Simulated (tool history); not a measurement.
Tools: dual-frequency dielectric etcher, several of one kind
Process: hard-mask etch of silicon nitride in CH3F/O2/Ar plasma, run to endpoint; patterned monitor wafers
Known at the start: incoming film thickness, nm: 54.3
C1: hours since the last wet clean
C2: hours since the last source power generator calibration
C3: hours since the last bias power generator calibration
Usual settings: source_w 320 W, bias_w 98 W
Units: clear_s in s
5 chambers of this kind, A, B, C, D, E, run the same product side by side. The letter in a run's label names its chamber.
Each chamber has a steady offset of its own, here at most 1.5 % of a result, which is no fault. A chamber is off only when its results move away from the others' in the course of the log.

run 1E hour=5.8 | source_w=320 bias_w=98 | C1=65.4 C2=1389.0 C3=1772.5 | clear_s=77.599
run 2D hour=10.6 | source_w=320 bias_w=98 | C1=280.7 C2=1131.9 C3=2042.2 | clear_s=75.541
run 3A hour=17.1 | source_w=320 bias_w=98 | C1=300.4 C2=129.6 C3=3382.8 | clear_s=75.354
run 4B hour=22.6 | source_w=320 bias_w=98 | C1=194.2 C2=1258.1 C3=1834.7 | clear_s=76.861
run 5C hour=28.9 | source_w=320 bias_w=98 | C1=129.0 C2=2434.1 C3=1453.7 | clear_s=76.465
run 6B hour=35.9 | source_w=350 bias_w=85 | C1=207.5 C2=1271.4 C3=1848.0 | clear_s=77.400
run 7A hour=40.3 | source_w=350 bias_w=85 | C1=323.6 C2=152.8 C3=3406.0 | clear_s=76.856
run 8E hour=44.7 | source_w=350 bias_w=85 | C1=104.3 C2=1427.9 C3=1811.4 | clear_s=79.154
run 9C hour=52.5 | source_w=350 bias_w=85 | C1=152.6 C2=2457.7 C3=1477.3 | clear_s=78.224
run 10D hour=58.4 | source_w=350 bias_w=85 | C1=328.5 C2=1179.7 C3=2090.0 | clear_s=76.828
run 11E hour=63.6 | source_w=320 bias_w=98 | C1=123.2 C2=1446.8 C3=1830.3 | clear_s=77.865
run 12A hour=67.8 | source_w=320 bias_w=98 | C1=351.1 C2=180.3 C3=3433.5 | clear_s=75.105
run 13D hour=76.0 | source_w=270 bias_w=90 | C1=346.1 C2=1197.3 C3=2107.6 | clear_s=83.504
run 14B hour=82.5 | source_w=270 bias_w=90 | C1=254.1 C2=1318.0 C3=1894.6 | clear_s=84.007
run 15C hour=89.6 | source_w=270 bias_w=90 | C1=189.7 C2=2494.8 C3=1514.4 | clear_s=82.847
run 16B hour=94.9 | source_w=270 bias_w=90 | C1=266.5 C2=1330.4 C3=1907.0 | clear_s=83.899
run 17C hour=100.7 | source_w=270 bias_w=90 | C1=200.8 C2=2505.9 C3=1525.5 | clear_s=84.001
run 18D hour=106.6 | source_w=250 bias_w=82 | C1=376.7 C2=1227.9 C3=2138.2 | clear_s=88.695
-- hour=110.2 chamber E: bias power generator calibrated
run 19A hour=112.0 | source_w=250 bias_w=82 | C1=395.3 C2=224.5 C3=3477.7 | clear_s=87.956
run 20E hour=116.4 | source_w=250 bias_w=82 | C1=176.0 C2=1499.6 C3=6.2 | clear_s=91.056
run 21A hour=120.4 | source_w=250 bias_w=82 | C1=403.7 C2=232.9 C3=3486.1 | clear_s=87.638
run 22D hour=125.6 | source_w=250 bias_w=82 | C1=395.7 C2=1246.9 C3=2157.2 | clear_s=88.233
run 23B hour=129.3 | source_w=320 bias_w=98 | C1=300.9 C2=1364.8 C3=1941.4 | clear_s=76.697
run 24C hour=133.2 | source_w=320 bias_w=98 | C1=233.3 C2=2538.4 C3=1558.0 | clear_s=75.702
run 25E hour=137.6 | source_w=320 bias_w=98 | C1=197.2 C2=1520.8 C3=27.4 | clear_s=77.790
run 26C hour=143.8 | source_w=320 bias_w=98 | C1=243.9 C2=2549.0 C3=1568.6 | clear_s=76.328
run 27D hour=151.1 | source_w=320 bias_w=98 | C1=421.2 C2=1272.4 C3=2182.7 | clear_s=76.228
run 28A hour=158.7 | source_w=320 bias_w=98 | C1=442.0 C2=271.2 C3=3524.4 | clear_s=74.156
run 29B hour=167.0 | source_w=320 bias_w=98 | C1=338.6 C2=1402.5 C3=1979.1 | clear_s=76.902
run 30E hour=171.7 | source_w=320 bias_w=98 | C1=231.3 C2=1554.9 C3=61.5 | clear_s=77.096

What goes on in this fleet: one chamber off, a drifting gauge, or nothing beyond the chambers' own small offsets? Name the chamber and the cause, if any.

Chamber A drifts away from the others.
Cause: etch rate over this chamber's usual, % = 2.62.

Here are 4 candidates for chamber A's next run, each the usual settings with a change, their results left as question marks. Which one brings its results back in line with what the others give on the usual settings?
In line means no further than this from the other chambers' mean on the usual settings: clear_s 1.200 s
run 31A-1 hour=177.8 | source_w=320 bias_w=89 | clear_s=?
run 31A-2 hour=177.8 | source_w=320 bias_w=96 | clear_s=?
run 31A-3 hour=177.8 | source_w=320 bias_w=99 | clear_s=?
run 31A-4 hour=177.8 | source_w=350 bias_w=98 | clear_s=?

The other chambers' mean on the usual settings: clear_s 76.519 s
run=31A-1 clear_s=76.680
run=31A-2 clear_s=74.581
run=31A-3 clear_s=73.737
run=31A-4 clear_s=71.593
31A-1 brings the chamber back in line.
